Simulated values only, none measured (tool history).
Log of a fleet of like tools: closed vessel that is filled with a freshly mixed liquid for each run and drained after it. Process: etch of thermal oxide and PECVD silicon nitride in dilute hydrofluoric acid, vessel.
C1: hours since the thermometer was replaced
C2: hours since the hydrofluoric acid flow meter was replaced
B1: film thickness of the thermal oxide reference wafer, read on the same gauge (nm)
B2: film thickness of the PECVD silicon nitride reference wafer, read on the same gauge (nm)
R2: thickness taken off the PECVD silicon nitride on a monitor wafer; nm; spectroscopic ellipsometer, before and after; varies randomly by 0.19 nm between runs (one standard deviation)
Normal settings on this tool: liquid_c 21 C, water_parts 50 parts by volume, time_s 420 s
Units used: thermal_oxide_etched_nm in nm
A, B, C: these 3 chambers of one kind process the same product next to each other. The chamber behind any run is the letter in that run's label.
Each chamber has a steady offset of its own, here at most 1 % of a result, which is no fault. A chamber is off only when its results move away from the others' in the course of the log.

Run 1C, hour 10.3: usual settings; C1 742; C2 669.1; B1 79.989; B2 30.046. Result: thermal_oxide_etched_nm 38.031 nm, R2 20.193 nm.
Run 2A, hour 25.3: usual settings; C1 920.2; C2 2366.5; B1 80.006; B2 30.031. Result: thermal_oxide_etched_nm 37.504 nm, R2 19.377 nm.
Run 3B, hour 37.5: usual settings; C1 279.1; C2 707.9; B1 79.971; B2 30. Result: thermal_oxide_etched_nm 38.452 nm, R2 20.395 nm.
Run 4C, hour 52: usual settings; C1 783.7; C2 710.8; B1 80.011; B2 29.987. Result: thermal_oxide_etched_nm 37.123 nm, R2 19.873 nm.
Run 5B, hour 63.5: usual settings; C1 305.1; C2 733.9; B1 80.002; B2 29.981. Result: thermal_oxide_etched_nm 37.892 nm, R2 19.832 nm.
Run 6A, hour 74.3: usual settings; C1 969.2; C2 2415.5; B1 80.009; B2 30.003. Result: thermal_oxide_etched_nm 37.964 nm, R2 19.754 nm.
Run 7B, hour 82.7: usual settings; C1 324.3; C2 753.1; B1 80.003; B2 30.005. Result: thermal_oxide_etched_nm 37.797 nm, R2 20.127 nm.
At hour 87: chamber A: hydrofluoric acid flow meter replaced.
Run 8A, hour 89.7: usual settings; C1 984.6; C2 2.7; B1 79.985; B2 29.992. Result: thermal_oxide_etched_nm 37.403 nm, R2 19.522 nm.
Run 9C, hour 96.8: usual settings; C1 828.5; C2 755.6; B1 79.993; B2 29.966. Result: thermal_oxide_etched_nm 37.347 nm, R2 20.115 nm.
Run 10B, hour 111: usual settings; C1 352.6; C2 781.4; B1 79.983; B2 29.986. Result: thermal_oxide_etched_nm 38.319 nm, R2 20.2 nm.
Run 11C, hour 118.3: usual settings; C1 850; C2 777.1; B1 79.996; B2 30.01. Result: thermal_oxide_etched_nm 37.421 nm, R2 19.902 nm.
Run 12A, hour 132.6: usual settings; C1 1027.5; C2 45.6; B1 80.009; B2 30.053. Result: thermal_oxide_etched_nm 37.827 nm, R2 19.828 nm.
Run 13A, hour 144.8: usual settings; C1 1039.7; C2 57.8; B1 79.988; B2 30. Result: thermal_oxide_etched_nm 37.548 nm, R2 19.495 nm.
Run 14C, hour 155.2: usual settings but liquid_c 19 C, time_s 650 s; C1 886.9; C2 814; B1 79.996; B2 30.002. Result: thermal_oxide_etched_nm 53.198 nm, R2 26.735 nm.
Run 15B, hour 167.7: usual settings but liquid_c 19 C, time_s 650 s; C1 409.3; C2 838.1; B1 79.999; B2 30.007. Result: thermal_oxide_etched_nm 52.606 nm, R2 27.095 nm.
Run 16B, hour 179.4: usual settings but liquid_c 19 C, time_s 650 s; C1 421; C2 849.8; B1 79.988; B2 29.987. Result: thermal_oxide_etched_nm 53.715 nm, R2 27.398 nm.
Run 17C, hour 187.3: usual settings; C1 919; C2 846.1; B1 79.998; B2 29.981. Result: thermal_oxide_etched_nm 37.772 nm, R2 20.294 nm.
Run 18A, hour 201.2: usual settings; C1 1096.1; C2 114.2; B1 80.005; B2 29.991. Result: thermal_oxide_etched_nm 38.082 nm, R2 19.719 nm.
Run 19B, hour 214.9: usual settings; C1 456.5; C2 885.3; B1 79.988; B2 29.986. Result: thermal_oxide_etched_nm 38.324 nm, R2 20.29 nm.
Run 20C, hour 222: usual settings; C1 953.7; C2 880.8; B1 80.007; B2 30.002. Result: thermal_oxide_etched_nm 37.54 nm, R2 20.115 nm.
Run 21A, hour 228.9: usual settings; C1 1123.8; C2 141.9; B1 79.997; B2 29.986. Result: thermal_oxide_etched_nm 37.261 nm, R2 19.911 nm.

Is one chamber out of step, is the gauge drifting, or do the chambers differ by no more than their own small offsets? For an off chamber, give its letter and the likeliest cause.

Neither any chamber nor the gauge drifts; the chambers differ only by their own small, steady offsets.

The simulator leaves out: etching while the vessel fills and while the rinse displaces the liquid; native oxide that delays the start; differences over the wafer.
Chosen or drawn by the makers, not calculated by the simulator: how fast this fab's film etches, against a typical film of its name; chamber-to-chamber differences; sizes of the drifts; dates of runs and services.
